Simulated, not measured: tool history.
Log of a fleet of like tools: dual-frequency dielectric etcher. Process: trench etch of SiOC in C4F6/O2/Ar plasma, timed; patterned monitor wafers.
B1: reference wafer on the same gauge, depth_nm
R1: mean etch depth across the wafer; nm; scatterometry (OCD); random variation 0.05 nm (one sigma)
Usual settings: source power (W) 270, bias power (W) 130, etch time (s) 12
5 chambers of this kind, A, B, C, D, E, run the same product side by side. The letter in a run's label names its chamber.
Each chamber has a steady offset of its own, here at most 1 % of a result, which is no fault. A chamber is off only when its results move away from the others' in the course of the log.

run 1E day=0.508 | source_power_(W)=270 bias_power_(W)=130 etch_time_(s)=12 | B1=20.496 | R1=19.431
run 2D day=0.967 | source_power_(W)=270 bias_power_(W)=130 etch_time_(s)=12 | B1=20.487 | R1=19.218
run 3A day=1.279 | source_power_(W)=270 bias_power_(W)=130 etch_time_(s)=12 | B1=20.488 | R1=19.354
run 4B day=1.742 | source_power_(W)=270 bias_power_(W)=130 etch_time_(s)=12 | B1=20.499 | R1=19.319
run 5C day=2.167 | source_power_(W)=270 bias_power_(W)=130 etch_time_(s)=12 | B1=20.498 | R1=19.249
run 6E day=2.538 | source_power_(W)=270 bias_power_(W)=130 etch_time_(s)=12 | B1=20.488 | R1=19.471
run 7A day=2.85 | source_power_(W)=270 bias_power_(W)=130 etch_time_(s)=12 | B1=20.505 | R1=19.29
run 8D day=3.175 | source_power_(W)=270 bias_power_(W)=130 etch_time_(s)=12 | B1=20.494 | R1=19.203
run 9C day=3.454 | source_power_(W)=310 bias_power_(W)=140 etch_time_(s)=12 | B1=20.496 | R1=20.826
run 10B day=3.792 | source_power_(W)=310 bias_power_(W)=140 etch_time_(s)=12 | B1=20.513 | R1=20.742
run 11A day=4.275 | source_power_(W)=310 bias_power_(W)=140 etch_time_(s)=12 | B1=20.501 | R1=20.819
-- day=4.342 chamber A: wet clean of the chamber
run 12D day=4.55 | source_power_(W)=310 bias_power_(W)=140 etch_time_(s)=12 | B1=20.498 | R1=20.878
run 13B day=5.008 | source_power_(W)=310 bias_power_(W)=140 etch_time_(s)=12 | B1=20.498 | R1=20.742
-- day=5.425 chamber C: wet clean of the chamber
run 14C day=5.429 | source_power_(W)=250 bias_power_(W)=130 etch_time_(s)=15 | B1=20.51 | R1=23.256
run 15E day=5.842 | source_power_(W)=250 bias_power_(W)=130 etch_time_(s)=15 | B1=20.51 | R1=23.686
-- day=6.054 chamber B: wet clean of the chamber
run 16A day=6.175 | source_power_(W)=250 bias_power_(W)=130 etch_time_(s)=15 | B1=20.505 | R1=24.034
run 17E day=6.5 | source_power_(W)=250 bias_power_(W)=130 etch_time_(s)=15 | B1=20.508 | R1=23.534
run 18C day=6.842 | source_power_(W)=250 bias_power_(W)=130 etch_time_(s)=15 | B1=20.502 | R1=23.343
run 19D day=7.154 | source_power_(W)=270 bias_power_(W)=130 etch_time_(s)=12 | B1=20.509 | R1=19.348
run 20B day=7.521 | source_power_(W)=270 bias_power_(W)=130 etch_time_(s)=12 | B1=20.514 | R1=19.325
run 21D day=7.95 | source_power_(W)=320 bias_power_(W)=130 etch_time_(s)=12 | B1=20.491 | R1=20.67
run 22B day=8.308 | source_power_(W)=320 bias_power_(W)=130 etch_time_(s)=12 | B1=20.497 | R1=20.516
run 23E day=8.538 | source_power_(W)=320 bias_power_(W)=130 etch_time_(s)=12 | B1=20.497 | R1=20.687
run 24A day=8.958 | source_power_(W)=320 bias_power_(W)=130 etch_time_(s)=12 | B1=20.491 | R1=21.251
run 25C day=9.371 | source_power_(W)=320 bias_power_(W)=130 etch_time_(s)=12 | B1=20.498 | R1=20.56
run 26E day=9.638 | source_power_(W)=270 bias_power_(W)=130 etch_time_(s)=12 | B1=20.498 | R1=19.418
run 27D day=9.954 | source_power_(W)=270 bias_power_(W)=130 etch_time_(s)=12 | B1=20.494 | R1=19.37
run 28A day=10.2 | source_power_(W)=270 bias_power_(W)=130 etch_time_(s)=12 | B1=20.51 | R1=19.782
run 29C day=10.525 | source_power_(W)=270 bias_power_(W)=130 etch_time_(s)=12 | B1=20.489 | R1=19.112
run 30B day=10.908 | source_power_(W)=270 bias_power_(W)=130 etch_time_(s)=12 | B1=20.503 | R1=19.318
run 31A day=11.167 | source_power_(W)=270 bias_power_(W)=130 etch_time_(s)=12 | B1=20.487 | R1=19.801
run 32B day=11.442 | source_power_(W)=270 bias_power_(W)=130 etch_time_(s)=12 | B1=20.499 | R1=19.3
run 33C day=11.688 | source_power_(W)=270 bias_power_(W)=130 etch_time_(s)=12 | B1=20.511 | R1=19.257
run 34D day=12.125 | source_power_(W)=270 bias_power_(W)=130 etch_time_(s)=12 | B1=20.508 | R1=19.374

What goes on in this fleet: one chamber off, a drifting gauge, or nothing beyond the chambers' own small offsets? Name the chamber and the cause, if any.

A service left chamber A off against the others.
Cause: etch rate over this chamber's usual, % = 2.73.

Here are 4 candidates for chamber A's next run, each the usual settings with a change, their results left as question marks. Which one brings its results back in line with what the others give on the usual settings?
In line means no further than this from the other chambers' mean on the usual settings: R1 0.17 nm
run 35A-1 day=12.5 | source_power_(W)=270 bias_power_(W)=134 etch_time_(s)=12 | R1=?
run 35A-2 day=12.5 | source_power_(W)=260 bias_power_(W)=126 etch_time_(s)=12 | R1=?
run 35A-3 day=12.5 | source_power_(W)=280 bias_power_(W)=134 etch_time_(s)=12 | R1=?
run 35A-4 day=12.5 | source_power_(W)=270 bias_power_(W)=126 etch_time_(s)=12 | R1=?

The other chambers' mean on the usual settings: R1 19.297 nm
run=35A-1 R1=19.979
run=35A-2 R1=19.315
run=35A-3 R1=20.266
run=35A-4 R1=19.604
35A-2 brings the chamber back in line.
